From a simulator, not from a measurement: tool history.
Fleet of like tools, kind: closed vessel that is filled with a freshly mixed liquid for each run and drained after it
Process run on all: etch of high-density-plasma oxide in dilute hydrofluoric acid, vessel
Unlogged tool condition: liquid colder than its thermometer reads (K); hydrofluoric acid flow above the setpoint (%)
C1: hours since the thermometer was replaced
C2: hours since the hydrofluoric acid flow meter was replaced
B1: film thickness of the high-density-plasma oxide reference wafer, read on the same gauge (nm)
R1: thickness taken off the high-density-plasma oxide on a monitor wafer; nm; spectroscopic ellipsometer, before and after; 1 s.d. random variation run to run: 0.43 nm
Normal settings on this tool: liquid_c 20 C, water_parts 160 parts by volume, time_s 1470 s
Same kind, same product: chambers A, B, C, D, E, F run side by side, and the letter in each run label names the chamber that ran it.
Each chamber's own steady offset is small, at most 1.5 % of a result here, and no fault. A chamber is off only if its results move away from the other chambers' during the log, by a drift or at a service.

{"run": "1D", "hour": 16.2, "liquid_c": 20, "water_parts": 160, "time_s": 1470, "C1": 266.4, "C2": 1161.5, "B1": 120.02, "R1": 46.44}
{"run": "2F", "hour": 25.6, "liquid_c": 20, "water_parts": 160, "time_s": 1470, "C1": 595.6, "C2": 552.5, "B1": 120.01, "R1": 46.249}
{"run": "3A", "hour": 38.2, "liquid_c": 20, "water_parts": 160, "time_s": 1470, "C1": 151.5, "C2": 752.3, "B1": 119.97, "R1": 46.478}
{"run": "4C", "hour": 45.2, "liquid_c": 20, "water_parts": 160, "time_s": 1470, "C1": 68.1, "C2": 450.2, "B1": 120.01, "R1": 46.108}
{"run": "5B", "hour": 56.4, "liquid_c": 20, "water_parts": 160, "time_s": 1470, "C1": 1406.4, "C2": 126, "B1": 119.98, "R1": 46.281}
{"hour": 63.1, "done": "chamber F: hydrofluoric acid flow meter replaced"}
{"run": "6E", "hour": 66.7, "liquid_c": 21.5, "water_parts": 105, "time_s": 1470, "C1": 701.7, "C2": 258.3, "B1": 120.03, "R1": 80.419}
{"run": "7F", "hour": 80.9, "liquid_c": 21.5, "water_parts": 105, "time_s": 1470, "C1": 650.9, "C2": 17.9, "B1": 119.99, "R1": 77.85}
{"run": "8B", "hour": 89.5, "liquid_c": 21.5, "water_parts": 105, "time_s": 1470, "C1": 1439.5, "C2": 159.1, "B1": 119.99, "R1": 78.702}
{"run": "9A", "hour": 100.7, "liquid_c": 21.5, "water_parts": 105, "time_s": 1470, "C1": 214, "C2": 814.8, "B1": 119.98, "R1": 80.36}
{"run": "10C", "hour": 113.8, "liquid_c": 21.5, "water_parts": 105, "time_s": 1470, "C1": 136.7, "C2": 518.8, "B1": 120.01, "R1": 79.505}
{"run": "11E", "hour": 122.5, "liquid_c": 21.5, "water_parts": 105, "time_s": 1470, "C1": 757.5, "C2": 314.1, "B1": 120.02, "R1": 81.213}
{"run": "12D", "hour": 136.1, "liquid_c": 20, "water_parts": 160, "time_s": 1470, "C1": 386.3, "C2": 1281.4, "B1": 120.01, "R1": 47.485}
{"run": "13F", "hour": 144.9, "liquid_c": 20, "water_parts": 160, "time_s": 1470, "C1": 714.9, "C2": 81.9, "B1": 120, "R1": 46.182}
{"hour": 150.4, "done": "chamber A: hydrofluoric acid flow meter replaced"}
{"run": "14A", "hour": 153.5, "liquid_c": 20, "water_parts": 160, "time_s": 1470, "C1": 266.8, "C2": 3.2, "B1": 119.99, "R1": 47.055}
{"run": "15C", "hour": 160.6, "liquid_c": 20, "water_parts": 160, "time_s": 1470, "C1": 183.5, "C2": 565.6, "B1": 119.99, "R1": 46.194}
{"run": "16D", "hour": 176.7, "liquid_c": 20, "water_parts": 160, "time_s": 1470, "C1": 426.9, "C2": 1322, "B1": 120, "R1": 48.096}
{"run": "17B", "hour": 185.5, "liquid_c": 20, "water_parts": 160, "time_s": 1470, "C1": 1535.5, "C2": 255.1, "B1": 120, "R1": 46.527}
{"hour": 193.0, "done": "chamber E: thermometer replaced"}
{"run": "18E", "hour": 194.2, "liquid_c": 20, "water_parts": 160, "time_s": 1470, "C1": 1.3, "C2": 385.8, "B1": 120, "R1": 46.934}
{"run": "19F", "hour": 209.9, "liquid_c": 20, "water_parts": 160, "time_s": 1470, "C1": 779.9, "C2": 146.9, "B1": 120.02, "R1": 46.389}
{"hour": 214.6, "done": "chamber E: hydrofluoric acid flow meter replaced"}
{"run": "20E", "hour": 219.3, "liquid_c": 20, "water_parts": 160, "time_s": 1470, "C1": 26.4, "C2": 4.7, "B1": 120.02, "R1": 46.597}
{"run": "21B", "hour": 235.6, "liquid_c": 20, "water_parts": 160, "time_s": 1470, "C1": 1585.6, "C2": 305.2, "B1": 120, "R1": 46.177}
{"run": "22A", "hour": 245.4, "liquid_c": 20, "water_parts": 160, "time_s": 1470, "C1": 358.7, "C2": 95.1, "B1": 120, "R1": 46.026}
{"run": "23D", "hour": 254.2, "liquid_c": 20, "water_parts": 160, "time_s": 1470, "C1": 504.4, "C2": 1399.5, "B1": 119.99, "R1": 48.448}
{"run": "24C", "hour": 265.0, "liquid_c": 22.5, "water_parts": 160, "time_s": 1470, "C1": 287.9, "C2": 670, "B1": 120.03, "R1": 51.265}
{"run": "25A", "hour": 280.3, "liquid_c": 22.5, "water_parts": 160, "time_s": 1470, "C1": 393.6, "C2": 130, "B1": 120, "R1": 50.766}
{"run": "26D", "hour": 288.5, "liquid_c": 22.5, "water_parts": 160, "time_s": 1470, "C1": 538.7, "C2": 1433.8, "B1": 120.03, "R1": 53.847}
{"run": "27E", "hour": 300.7, "liquid_c": 22.5, "water_parts": 160, "time_s": 1470, "C1": 107.8, "C2": 86.1, "B1": 120, "R1": 50.566}
{"hour": 304.0, "done": "chamber B: hydrofluoric acid flow meter replaced"}
{"run": "28B", "hour": 310.6, "liquid_c": 22.5, "water_parts": 160, "time_s": 1470, "C1": 1660.6, "C2": 6.6, "B1": 120, "R1": 51.196}
{"run": "29F", "hour": 325.9, "liquid_c": 22.5, "water_parts": 160, "time_s": 1470, "C1": 895.9, "C2": 262.9, "B1": 120.01, "R1": 52.075}
{"run": "30C", "hour": 340.7, "liquid_c": 20, "water_parts": 160, "time_s": 1470, "C1": 363.6, "C2": 745.7, "B1": 120, "R1": 45.714}
{"run": "31E", "hour": 354.9, "liquid_c": 20, "water_parts": 160, "time_s": 1470, "C1": 162, "C2": 140.3, "B1": 120.02, "R1": 45.859}
{"run": "32A", "hour": 369.7, "liquid_c": 20, "water_parts": 160, "time_s": 1470, "C1": 483, "C2": 219.4, "B1": 120, "R1": 46.822}
{"run": "33B", "hour": 385.5, "liquid_c": 20, "water_parts": 160, "time_s": 1470, "C1": 1735.5, "C2": 81.5, "B1": 120.03, "R1": 46.5}
{"run": "34D", "hour": 398.4, "liquid_c": 20, "water_parts": 160, "time_s": 1470, "C1": 648.6, "C2": 1543.7, "B1": 120.01, "R1": 49.907}
{"run": "35C", "hour": 409.6, "liquid_c": 20, "water_parts": 160, "time_s": 1470, "C1": 432.5, "C2": 814.6, "B1": 120.03, "R1": 45.975}
{"run": "36F", "hour": 418.7, "liquid_c": 20, "water_parts": 160, "time_s": 1470, "C1": 988.7, "C2": 355.7, "B1": 120.01, "R1": 46.898}
{"run": "37D", "hour": 432.2, "liquid_c": 17, "water_parts": 160, "time_s": 910, "C1": 682.4, "C2": 1577.5, "B1": 120, "R1": 27.563}
{"run": "38C", "hour": 441.0, "liquid_c": 17, "water_parts": 160, "time_s": 910, "C1": 463.9, "C2": 846, "B1": 120.02, "R1": 25.431}

Each of the 6 chambers runs these same settings next. Fill in every chamber's results:
{"run": "39A", "hour": 452.6, "liquid_c": 20, "water_parts": 160, "time_s": 1470, "R1": "?"}
{"run": "39B", "hour": 452.6, "liquid_c": 20, "water_parts": 160, "time_s": 1470, "R1": "?"}
{"run": "39C", "hour": 452.6, "liquid_c": 20, "water_parts": 160, "time_s": 1470, "R1": "?"}
{"run": "39D", "hour": 452.6, "liquid_c": 20, "water_parts": 160, "time_s": 1470, "R1": "?"}
{"run": "39E", "hour": 452.6, "liquid_c": 20, "water_parts": 160, "time_s": 1470, "R1": "?"}
{"run": "39F", "hour": 452.6, "liquid_c": 20, "water_parts": 160, "time_s": 1470, "R1": "?"}

run=39A R1=46.359
run=39B R1=46.346
run=39C R1=45.819
run=39D R1=50.886
run=39E R1=47.295
run=39F R1=46.705

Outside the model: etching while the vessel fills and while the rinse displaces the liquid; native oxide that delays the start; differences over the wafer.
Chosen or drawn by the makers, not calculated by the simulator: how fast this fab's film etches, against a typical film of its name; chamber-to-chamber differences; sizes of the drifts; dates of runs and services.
